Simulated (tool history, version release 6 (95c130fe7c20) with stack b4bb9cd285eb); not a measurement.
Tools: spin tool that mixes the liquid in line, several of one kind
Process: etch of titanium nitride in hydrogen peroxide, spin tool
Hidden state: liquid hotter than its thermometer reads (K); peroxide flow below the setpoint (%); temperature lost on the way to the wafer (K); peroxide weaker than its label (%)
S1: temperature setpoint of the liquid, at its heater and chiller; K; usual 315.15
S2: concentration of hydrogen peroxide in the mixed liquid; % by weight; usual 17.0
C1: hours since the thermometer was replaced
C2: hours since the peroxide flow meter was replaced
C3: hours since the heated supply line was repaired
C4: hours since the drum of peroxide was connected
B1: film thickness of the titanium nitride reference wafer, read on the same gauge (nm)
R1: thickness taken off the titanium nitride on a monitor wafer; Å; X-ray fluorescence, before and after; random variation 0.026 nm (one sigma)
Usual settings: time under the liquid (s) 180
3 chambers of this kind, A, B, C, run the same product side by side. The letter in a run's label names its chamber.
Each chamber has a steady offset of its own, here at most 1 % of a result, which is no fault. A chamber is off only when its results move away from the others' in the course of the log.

{"run": "1B", "hour": 3.8, "S1": 315.15, "S2": 17.0, "time under the liquid (s)": 180, "C1": 108.5, "C2": 165.2, "C3": 2992.5, "C4": 188.7, "B1": 110.0, "R1": 50.811}
{"run": "2A", "hour": 10.6, "S1": 315.15, "S2": 17.0, "time under the liquid (s)": 180, "C1": 845.6, "C2": 505.3, "C3": 437.1, "C4": 144.7, "B1": 110.01, "R1": 50.862}
{"run": "3C", "hour": 14.4, "S1": 315.15, "S2": 17.0, "time under the liquid (s)": 180, "C1": 1860.9, "C2": 827.9, "C3": 935.9, "C4": 102.8, "B1": 110.0, "R1": 50.849}
{"run": "4C", "hour": 21.6, "S1": 315.15, "S2": 17.0, "time under the liquid (s)": 180, "C1": 1868.1, "C2": 835.1, "C3": 943.1, "C4": 110.0, "B1": 110.01, "R1": 50.919}
{"run": "5B", "hour": 30.2, "S1": 315.15, "S2": 17.0, "time under the liquid (s)": 180, "C1": 134.9, "C2": 191.6, "C3": 3018.9, "C4": 215.1, "B1": 109.99, "R1": 50.465}
{"run": "6A", "hour": 35.9, "S1": 315.15, "S2": 17.0, "time under the liquid (s)": 180, "C1": 870.9, "C2": 530.6, "C3": 462.4, "C4": 170.0, "B1": 109.99, "R1": 50.834}
{"run": "7C", "hour": 43.0, "S1": 315.15, "S2": 17.0, "time under the liquid (s)": 180, "C1": 1889.5, "C2": 856.5, "C3": 964.5, "C4": 131.4, "B1": 110.01, "R1": 51.03}
{"run": "8B", "hour": 50.3, "S1": 315.15, "S2": 17.0, "time under the liquid (s)": 180, "C1": 155.0, "C2": 211.7, "C3": 3039.0, "C4": 235.2, "B1": 110.01, "R1": 50.789}
{"run": "9A", "hour": 54.1, "S1": 315.15, "S2": 17.0, "time under the liquid (s)": 180, "C1": 889.1, "C2": 548.8, "C3": 480.6, "C4": 188.2, "B1": 109.98, "R1": 50.413}
{"run": "10B", "hour": 61.1, "S1": 315.15, "S2": 17.0, "time under the liquid (s)": 180, "C1": 165.8, "C2": 222.5, "C3": 3049.8, "C4": 246.0, "B1": 110.01, "R1": 50.527}
{"run": "11C", "hour": 66.7, "S1": 315.15, "S2": 14.5, "time under the liquid (s)": 275, "C1": 1913.2, "C2": 880.2, "C3": 988.2, "C4": 155.1, "B1": 109.99, "R1": 74.704}
{"run": "12A", "hour": 73.8, "S1": 315.15, "S2": 14.5, "time under the liquid (s)": 275, "C1": 908.8, "C2": 568.5, "C3": 500.3, "C4": 207.9, "B1": 110.01, "R1": 74.303}
{"run": "13A", "hour": 77.7, "S1": 315.15, "S2": 14.5, "time under the liquid (s)": 275, "C1": 912.7, "C2": 572.4, "C3": 504.2, "C4": 211.8, "B1": 109.99, "R1": 74.464}
{"run": "14C", "hour": 84.4, "S1": 315.15, "S2": 17.0, "time under the liquid (s)": 180, "C1": 1930.9, "C2": 897.9, "C3": 1005.9, "C4": 172.8, "B1": 109.96, "R1": 51.343}
{"run": "15B", "hour": 88.8, "S1": 315.15, "S2": 17.0, "time under the liquid (s)": 180, "C1": 193.5, "C2": 250.2, "C3": 3077.5, "C4": 273.7, "B1": 109.99, "R1": 50.913}
{"run": "16B", "hour": 95.6, "S1": 315.15, "S2": 17.0, "time under the liquid (s)": 180, "C1": 200.3, "C2": 257.0, "C3": 3084.3, "C4": 280.5, "B1": 110.0, "R1": 49.835}
{"run": "17C", "hour": 103.4, "S1": 315.15, "S2": 17.0, "time under the liquid (s)": 180, "C1": 1949.9, "C2": 916.9, "C3": 1024.9, "C4": 191.8, "B1": 110.0, "R1": 51.215}
{"run": "18A", "hour": 109.6, "S1": 315.15, "S2": 17.0, "time under the liquid (s)": 180, "C1": 944.6, "C2": 604.3, "C3": 536.1, "C4": 243.7, "B1": 110.0, "R1": 50.104}
{"run": "19B", "hour": 117.0, "S1": 315.15, "S2": 17.0, "time under the liquid (s)": 180, "C1": 221.7, "C2": 278.4, "C3": 3105.7, "C4": 301.9, "B1": 110.01, "R1": 50.466}
{"run": "20A", "hour": 123.7, "S1": 315.15, "S2": 17.0, "time under the liquid (s)": 180, "C1": 958.7, "C2": 618.4, "C3": 550.2, "C4": 257.8, "B1": 110.0, "R1": 50.299}
{"run": "21C", "hour": 132.3, "S1": 315.15, "S2": 17.0, "time under the liquid (s)": 180, "C1": 1978.8, "C2": 945.8, "C3": 1053.8, "C4": 220.7, "B1": 109.97, "R1": 50.982}
{"run": "22B", "hour": 137.3, "S1": 315.15, "S2": 17.0, "time under the liquid (s)": 180, "C1": 242.0, "C2": 298.7, "C3": 3126.0, "C4": 322.2, "B1": 110.0, "R1": 50.411}
{"run": "23A", "hour": 141.3, "S1": 315.15, "S2": 17.0, "time under the liquid (s)": 180, "C1": 976.3, "C2": 636.0, "C3": 567.8, "C4": 275.4, "B1": 109.97, "R1": 50.297}
{"run": "24C", "hour": 148.4, "S1": 315.15, "S2": 17.0, "time under the liquid (s)": 180, "C1": 1994.9, "C2": 961.9, "C3": 1069.9, "C4": 236.8, "B1": 109.99, "R1": 50.439}
{"run": "25C", "hour": 156.0, "S1": 315.15, "S2": 17.0, "time under the liquid (s)": 180, "C1": 2002.5, "C2": 969.5, "C3": 1077.5, "C4": 244.4, "B1": 110.0, "R1": 50.528}
{"run": "26B", "hour": 161.7, "S1": 315.15, "S2": 17.0, "time under the liquid (s)": 180, "C1": 266.4, "C2": 323.1, "C3": 3150.4, "C4": 346.6, "B1": 110.0, "R1": 50.269}
{"run": "27A", "hour": 169.2, "S1": 315.15, "S2": 17.0, "time under the liquid (s)": 180, "C1": 1004.2, "C2": 663.9, "C3": 595.7, "C4": 303.3, "B1": 110.0, "R1": 50.112}
{"run": "28A", "hour": 176.9, "S1": 315.15, "S2": 17.0, "time under the liquid (s)": 180, "C1": 1011.9, "C2": 671.6, "C3": 603.4, "C4": 311.0, "B1": 109.99, "R1": 50.121}
{"run": "29B", "hour": 181.8, "S1": 315.15, "S2": 17.0, "time under the liquid (s)": 180, "C1": 286.5, "C2": 343.2, "C3": 3170.5, "C4": 366.7, "B1": 109.96, "R1": 50.67}
{"run": "30C", "hour": 190.3, "S1": 315.15, "S2": 17.0, "time under the liquid (s)": 180, "C1": 2036.8, "C2": 1003.8, "C3": 1111.8, "C4": 278.7, "B1": 109.99, "R1": 50.665}
{"run": "31C", "hour": 195.2, "S1": 315.15, "S2": 17.0, "time under the liquid (s)": 180, "C1": 2041.7, "C2": 1008.7, "C3": 1116.7, "C4": 283.6, "B1": 109.98, "R1": 51.044}
{"run": "32A", "hour": 199.0, "S1": 315.15, "S2": 17.0, "time under the liquid (s)": 180, "C1": 1034.0, "C2": 693.7, "C3": 625.5, "C4": 333.1, "B1": 110.01, "R1": 49.986}
{"run": "33B", "hour": 207.1, "S1": 315.15, "S2": 17.0, "time under the liquid (s)": 180, "C1": 311.8, "C2": 368.5, "C3": 3195.8, "C4": 392.0, "B1": 110.0, "R1": 50.428}
{"run": "34B", "hour": 213.4, "S1": 321.15, "S2": 17.0, "time under the liquid (s)": 180, "C1": 318.1, "C2": 374.8, "C3": 3202.1, "C4": 398.3, "B1": 110.01, "R1": 78.706}
{"run": "35A", "hour": 219.5, "S1": 321.15, "S2": 17.0, "time under the liquid (s)": 180, "C1": 1054.5, "C2": 714.2, "C3": 646.0, "C4": 353.6, "B1": 109.99, "R1": 77.401}
{"run": "36C", "hour": 223.9, "S1": 321.15, "S2": 17.0, "time under the liquid (s)": 180, "C1": 2070.4, "C2": 1037.4, "C3": 1145.4, "C4": 312.3, "B1": 110.02, "R1": 78.6}
{"run": "37A", "hour": 227.7, "S1": 315.15, "S2": 17.0, "time under the liquid (s)": 180, "C1": 1062.7, "C2": 722.4, "C3": 654.2, "C4": 361.8, "B1": 109.99, "R1": 49.456}
{"run": "38B", "hour": 233.4, "S1": 315.15, "S2": 17.0, "time under the liquid (s)": 180, "C1": 338.1, "C2": 394.8, "C3": 3222.1, "C4": 418.3, "B1": 110.0, "R1": 50.462}
{"run": "39C", "hour": 238.4, "S1": 315.15, "S2": 17.0, "time under the liquid (s)": 180, "C1": 2084.9, "C2": 1051.9, "C3": 1159.9, "C4": 326.8, "B1": 110.0, "R1": 50.777}
{"run": "40B", "hour": 244.3, "S1": 315.15, "S2": 17.0, "time under the liquid (s)": 180, "C1": 349.0, "C2": 405.7, "C3": 3233.0, "C4": 429.2, "B1": 110.01, "R1": 49.901}
{"run": "41C", "hour": 251.9, "S1": 315.15, "S2": 17.0, "time under the liquid (s)": 180, "C1": 2098.4, "C2": 1065.4, "C3": 1173.4, "C4": 340.3, "B1": 110.01, "R1": 50.899}

Is one chamber off against the others, does the gauge drift, or is nothing wrong? If a chamber is off, say which, and what the likeliest cause is.

Chamber A drifts away from the others.
Cause: temperature lost on the way to the wafer (K) = 0.417.
The log may not tell that from: liquid colder than its thermometer reads (K); peroxide flow below the setpoint (%).

Here are 4 candidates for chamber A's next run, each the usual settings with a change, their results left as question marks. Which one brings its results back in line with what the others give on the usual settings?
In line means no further than this from the other chambers' mean on the usual settings: R1 0.920 Å
{"run": "42A-1", "hour": 258.0, "S1": 315.15, "S2": 19.5, "time under the liquid (s)": 180, "R1": "?"}
{"run": "42A-2", "hour": 258.0, "S1": 314.65, "S2": 17.0, "time under the liquid (s)": 175, "R1": "?"}
{"run": "42A-3", "hour": 258.0, "S1": 315.15, "S2": 14.5, "time under the liquid (s)": 180, "R1": "?"}
{"run": "42A-4", "hour": 258.0, "S1": 315.15, "S2": 17.0, "time under the liquid (s)": 190, "R1": "?"}

The other chambers' mean on the usual settings: R1 50.629 Å
run=42A-1 R1=50.661
run=42A-2 R1=46.065
run=42A-3 R1=47.625
run=42A-4 R1=51.958
42A-1 brings the chamber back in line.
